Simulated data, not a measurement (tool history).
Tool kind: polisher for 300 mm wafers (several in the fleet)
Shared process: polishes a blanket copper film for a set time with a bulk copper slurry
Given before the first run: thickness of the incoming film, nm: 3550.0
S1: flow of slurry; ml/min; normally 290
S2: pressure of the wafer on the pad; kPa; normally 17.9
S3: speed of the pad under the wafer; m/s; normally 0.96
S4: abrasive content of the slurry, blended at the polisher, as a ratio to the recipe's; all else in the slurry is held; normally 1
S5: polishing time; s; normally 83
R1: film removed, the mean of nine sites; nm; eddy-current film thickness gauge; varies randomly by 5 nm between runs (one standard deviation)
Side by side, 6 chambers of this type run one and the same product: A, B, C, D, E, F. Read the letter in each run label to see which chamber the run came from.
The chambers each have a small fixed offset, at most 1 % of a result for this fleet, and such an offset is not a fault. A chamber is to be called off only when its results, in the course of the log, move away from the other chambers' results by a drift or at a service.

run 1E hour=4.8 | S1=290 S2=17.9 S3=0.96 S4=1 S5=83 | R1=651.89
run 2B hour=7.5 | S1=290 S2=17.9 S3=0.96 S4=1 S5=83 | R1=650.4
run 3D hour=9.6 | S1=290 S2=17.9 S3=0.96 S4=1 S5=83 | R1=637.57
run 4F hour=12.5 | S1=290 S2=17.9 S3=0.96 S4=1 S5=83 | R1=639.36
run 5C hour=15.7 | S1=290 S2=17.9 S3=0.96 S4=1 S5=83 | R1=642.86
-- hour=16.4 chamber F: worn pad replaced by a new one
-- hour=16.4 chamber B: worn pad replaced by a new one
run 6A hour=20 | S1=290 S2=17.9 S3=0.96 S4=1 S5=83 | R1=645.74
run 7F hour=24 | S1=290 S2=17.9 S3=0.96 S4=1 S5=83 | R1=649.63
-- hour=25.9 chamber E: slurry blender recalibrated
run 8D hour=26.4 | S1=290 S2=17.9 S3=0.96 S4=1 S5=83 | R1=634.7
run 9E hour=28.8 | S1=290 S2=17.9 S3=0.96 S4=1 S5=83 | R1=642.65
-- hour=30.9 chamber A: worn pad replaced by a new one
run 10B hour=32 | S1=290 S2=17.9 S3=0.96 S4=1 S5=83 | R1=650.27
run 11C hour=35.1 | S1=290 S2=17.9 S3=0.96 S4=1 S5=83 | R1=644.29
run 12A hour=37.9 | S1=290 S2=17.9 S3=0.96 S4=1 S5=83 | R1=639.22
run 13A hour=40.7 | S1=290 S2=17.9 S3=0.96 S4=1 S5=83 | R1=642.56
-- hour=43.1 chamber D: worn pad replaced by a new one
run 14B hour=44.4 | S1=290 S2=17.9 S3=0.96 S4=1 S5=83 | R1=648.15
run 15E hour=47.7 | S1=290 S2=17.9 S3=0.96 S4=1 S5=83 | R1=635.07
run 16C hour=50.3 | S1=290 S2=17.9 S3=0.96 S4=1 S5=83 | R1=656.11
run 17D hour=53 | S1=290 S2=17.9 S3=0.96 S4=1 S5=83 | R1=645.34
run 18F hour=56.6 | S1=290 S2=17.9 S3=0.96 S4=1 S5=83 | R1=632.8
run 19C hour=59.5 | S1=290 S2=17.9 S3=0.96 S4=1 S5=83 | R1=640.19
-- hour=62.3 chamber E: worn pad replaced by a new one
run 20F hour=62.6 | S1=290 S2=17.9 S3=0.96 S4=1 S5=83 | R1=638.45
-- hour=63.7 chamber A: slurry blender recalibrated
-- hour=64.3 chamber F: slurry blender recalibrated
run 21B hour=65.7 | S1=290 S2=17.9 S3=0.96 S4=1 S5=83 | R1=649.34
-- hour=67.8 chamber F: worn pad replaced by a new one
run 22E hour=69.8 | S1=290 S2=17.9 S3=0.96 S4=1 S5=83 | R1=639.09
run 23D hour=72.3 | S1=290 S2=17.9 S3=0.86 S4=1 S5=60 | R1=416.41
-- hour=73.4 chamber B: slurry blender recalibrated
run 24A hour=74.9 | S1=290 S2=17.9 S3=0.86 S4=1 S5=60 | R1=408.87
-- hour=75 chamber B: worn pad replaced by a new one
run 25F hour=77.1 | S1=290 S2=17.9 S3=0.86 S4=1 S5=60 | R1=416.37
run 26E hour=79.3 | S1=290 S2=17.9 S3=0.86 S4=1 S5=60 | R1=417.23
run 27B hour=82.6 | S1=290 S2=17.9 S3=0.86 S4=1 S5=60 | R1=418.24
-- hour=84.9 chamber D: slurry blender recalibrated
run 28D hour=85.6 | S1=290 S2=17.9 S3=0.86 S4=1 S5=60 | R1=414.37
run 29C hour=89.7 | S1=290 S2=17.9 S3=0.96 S4=1 S5=83 | R1=636.51
run 30A hour=92.6 | S1=290 S2=17.9 S3=0.96 S4=1 S5=83 | R1=642.02
run 31E hour=94.9 | S1=290 S2=17.9 S3=0.96 S4=1 S5=83 | R1=640.33
-- hour=97.3 chamber C: worn pad replaced by a new one
run 32F hour=99.3 | S1=290 S2=17.9 S3=0.96 S4=1 S5=83 | R1=643.12
-- hour=100.3 chamber A: worn pad replaced by a new one
run 33B hour=102 | S1=290 S2=17.9 S3=0.96 S4=1 S5=83 | R1=652.58
run 34D hour=104.1 | S1=290 S2=17.9 S3=0.96 S4=1 S5=83 | R1=633.14
run 35C hour=107.1 | S1=290 S2=17.9 S3=0.96 S4=1 S5=83 | R1=647.35
run 36A hour=111.4 | S1=290 S2=17.9 S3=0.96 S4=1 S5=83 | R1=644.76
-- hour=114.7 chamber C: slurry blender recalibrated
run 37C hour=116 | S1=290 S2=17.9 S3=0.96 S4=1 S5=83 | R1=643.43
run 38E hour=119.3 | S1=290 S2=17.9 S3=0.96 S4=1 S5=83 | R1=636.42

All 6 chambers run these settings next. Forecast each chamber's results:
run 39A hour=122.8 | S1=290 S2=17.9 S3=0.96 S4=1 S5=83 | R1=?
run 39B hour=122.8 | S1=290 S2=17.9 S3=0.96 S4=1 S5=83 | R1=?
run 39C hour=122.8 | S1=290 S2=17.9 S3=0.96 S4=1 S5=83 | R1=?
run 39D hour=122.8 | S1=290 S2=17.9 S3=0.96 S4=1 S5=83 | R1=?
run 39E hour=122.8 | S1=290 S2=17.9 S3=0.96 S4=1 S5=83 | R1=?
run 39F hour=122.8 | S1=290 S2=17.9 S3=0.96 S4=1 S5=83 | R1=?

run=39A R1=640.84
run=39B R1=647.9
run=39C R1=645.41
run=39D R1=649.59
run=39E R1=638.77
run=39F R1=638.03

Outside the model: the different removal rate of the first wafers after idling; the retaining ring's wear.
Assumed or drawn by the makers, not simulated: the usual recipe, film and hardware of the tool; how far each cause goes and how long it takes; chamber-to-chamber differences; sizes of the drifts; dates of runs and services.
